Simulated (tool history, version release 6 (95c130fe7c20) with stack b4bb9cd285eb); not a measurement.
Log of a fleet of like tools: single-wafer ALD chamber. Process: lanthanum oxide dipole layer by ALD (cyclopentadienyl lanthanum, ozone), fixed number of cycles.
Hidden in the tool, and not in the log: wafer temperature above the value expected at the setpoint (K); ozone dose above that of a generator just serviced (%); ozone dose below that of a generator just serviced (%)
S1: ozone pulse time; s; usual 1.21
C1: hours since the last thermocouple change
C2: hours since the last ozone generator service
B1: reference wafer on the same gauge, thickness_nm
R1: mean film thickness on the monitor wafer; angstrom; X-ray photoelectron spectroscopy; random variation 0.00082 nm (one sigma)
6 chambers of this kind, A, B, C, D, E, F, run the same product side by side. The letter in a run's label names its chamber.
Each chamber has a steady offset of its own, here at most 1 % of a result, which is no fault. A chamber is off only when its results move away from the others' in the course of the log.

run	hour	S1	C1	C2	B1	R1
1B	12.2	1.21	536.5	1275.9	0.51515	5.2672
2D	19.8	1.21	1183.2	29.4	0.51502	5.2472
# hour 22.8: chamber D: thermocouple changed; heater temperature recalibrated
3F	29.2	1.21	895.6	672.5	0.51515	5.2435
4C	36.7	1.21	894	170.3	0.51536	5.308
5E	43.5	0.82	1713.1	1556.4	0.51527	4.6413
6A	52.2	0.82	992.6	483.3	0.51552	4.6462
7D	62.6	0.82	39.8	72.2	0.51542	4.6122
8F	74.9	0.82	941.3	718.2	0.51594	4.6463
9A	83.3	0.82	1023.7	514.4	0.51577	4.6469
10C	93.2	0.82	950.5	226.8	0.51569	4.6947
11E	100.2	1.21	1769.8	1613.1	0.51581	5.252
12B	110.8	1.63	635.1	1374.5	0.51596	5.5753
# hour 111.8: chamber F: ozone generator serviced
13A	119.5	1.63	1059.9	550.6	0.51604	5.5823
14E	126	1.63	1795.6	1638.9	0.516	5.5382
15C	132.2	1.63	989.5	265.8	0.51622	5.6109
16B	140.2	1.63	664.5	1403.9	0.51637	5.5732
17F	151.6	1.63	1018	39.9	0.5164	5.5569
18D	160.5	1.21	137.7	170.1	0.51619	5.2596
19A	172.5	1.21	1112.9	603.6	0.51644	5.2738
# hour 174: chamber B: ozone generator serviced
20F	178.9	1.21	1045.3	67.2	0.51653	5.246
21B	190.8	1.21	715.1	16.8	0.51654	5.2876
22E	203.4	1.21	1873	1716.3	0.5167	5.2605
23C	210.7	1.21	1068	344.3	0.51689	5.3253
24D	216.3	1.21	193.5	225.9	0.51697	5.2539
# hour 217.1: chamber F: thermocouple changed; heater temperature recalibrated
25F	228	1.21	10.9	116.3	0.51691	5.2532
26D	237.9	1.21	215.1	247.5	0.51702	5.2729
# hour 242.7: chamber A: thermocouple changed; heater temperature recalibrated
27C	244.5	1.21	1101.8	378.1	0.51721	5.322
28B	250.8	1.21	775.1	76.8	0.51705	5.3006
29E	262.7	1.21	1932.3	1775.6	0.51718	5.2496
30A	272.4	1.21	29.8	703.5	0.51738	5.2818
31C	278.8	1.21	1136.1	412.4	0.51751	5.334
32D	291.6	1.21	268.8	301.2	0.5175	5.2667
33B	303.8	1.21	828.1	129.8	0.51745	5.2866
34A	315.1	1.21	72.5	746.2	0.51777	5.2878
35E	326.4	1.21	1996	1839.3	0.51764	5.2514
36F	333.8	1.21	116.7	222.1	0.51774	5.2725
37D	345.3	1.21	322.5	354.9	0.51772	5.2782
38B	355.4	1.21	879.7	181.4	0.51815	5.3071
39A	364.9	1.64	122.3	796	0.51806	5.5814
40C	375.7	1.64	1233	509.3	0.51818	5.6506

Next, every chamber runs the same settings. What will each give?
41A	385	1.5				?
41B	385	1.5				?
41C	385	1.5				?
41D	385	1.5				?
41E	385	1.5				?
41F	385	1.5				?

run	R1
41A	5.5292
41B	5.5278
41C	5.5701
41D	5.5063
41E	5.5015
41F	5.5074
